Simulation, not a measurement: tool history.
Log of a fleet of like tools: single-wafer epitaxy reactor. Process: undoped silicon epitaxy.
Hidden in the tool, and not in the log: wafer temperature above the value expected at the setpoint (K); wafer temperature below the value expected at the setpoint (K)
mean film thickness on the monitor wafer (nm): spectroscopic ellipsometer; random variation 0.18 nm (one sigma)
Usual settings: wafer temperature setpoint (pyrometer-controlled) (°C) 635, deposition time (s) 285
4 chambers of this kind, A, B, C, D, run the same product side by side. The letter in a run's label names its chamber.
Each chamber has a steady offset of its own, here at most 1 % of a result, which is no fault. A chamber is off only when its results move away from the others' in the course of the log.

run,day,wafer temperature setpoint (pyrometer-controlled) (°C),deposition time (s),hours since the last pyrometer calibration,"read-back reference wafer on the same gauge, thickness_nm",mean film thickness on the monitor wafer (nm)
1B,0.238,635,285,1960.4,29.796,34.588
2A,0.396,635,285,1390.4,29.798,34.292
3D,0.512,635,285,1487.5,29.756,34.701
4C,0.671,635,285,632.7,29.771,34.527
5B,0.829,635,285,1974.6,29.812,34.038
6A,1.025,635,285,1405.5,29.845,34.462
7D,1.150,635,285,1502.8,29.790,34.673
8C,1.396,635,285,650.1,29.807,34.136
9D,1.517,635,285,1511.6,29.792,34.487
10A,1.642,635,285,1420.3,29.835,34.617
11B,1.833,635,285,1998.7,29.793,34.748
12C,2.033,635,285,665.4,29.848,34.478
13C,2.217,635,325,669.8,29.810,39.118
14B,2.379,635,325,2011.8,29.790,39.128
15A,2.538,635,325,1441.8,29.823,39.971
16D,2.662,635,325,1539.1,29.768,39.351
17B,2.888,635,285,2024.0,29.799,34.359
18C,3.117,635,311,691.4,29.738,37.713
19A,3.375,635,311,1461.9,29.767,38.207
20D,3.550,635,311,1560.4,29.840,37.605
21B,3.758,635,311,2044.9,29.811,37.386
22C,3.967,643,285,711.8,29.810,41.375
23A,4.192,643,285,1481.5,29.832,42.250
24D,4.346,643,285,1579.5,29.850,41.143
25B,4.492,643,285,2062.5,29.758,41.258
26C,4.654,635,285,728.3,29.810,34.376
27D,4.842,635,257,1591.4,29.812,31.098
28A,5.025,635,257,1501.5,29.780,32.030
29C,5.212,635,257,741.7,29.801,30.858
30B,5.329,635,257,2082.6,29.814,31.168
31D,5.538,635,285,1608.1,29.820,34.257
32A,5.658,635,285,1516.7,29.819,35.899
33C,5.804,635,285,755.9,29.774,34.142
34D,5.996,635,285,1619.1,29.816,34.290
35A,6.117,635,285,1527.7,29.808,36.015
36B,6.317,635,285,2106.3,29.821,34.090
37A,6.479,635,285,1536.4,29.794,36.334

Next, every chamber runs the same settings. What will each give?
38A,6.671,635,285,,,?
38B,6.671,635,285,,,?
38C,6.671,635,285,,,?
38D,6.671,635,285,,,?

run,mean film thickness on the monitor wafer (nm)
38A,36.022
38B,34.172
38C,34.430
38D,34.466

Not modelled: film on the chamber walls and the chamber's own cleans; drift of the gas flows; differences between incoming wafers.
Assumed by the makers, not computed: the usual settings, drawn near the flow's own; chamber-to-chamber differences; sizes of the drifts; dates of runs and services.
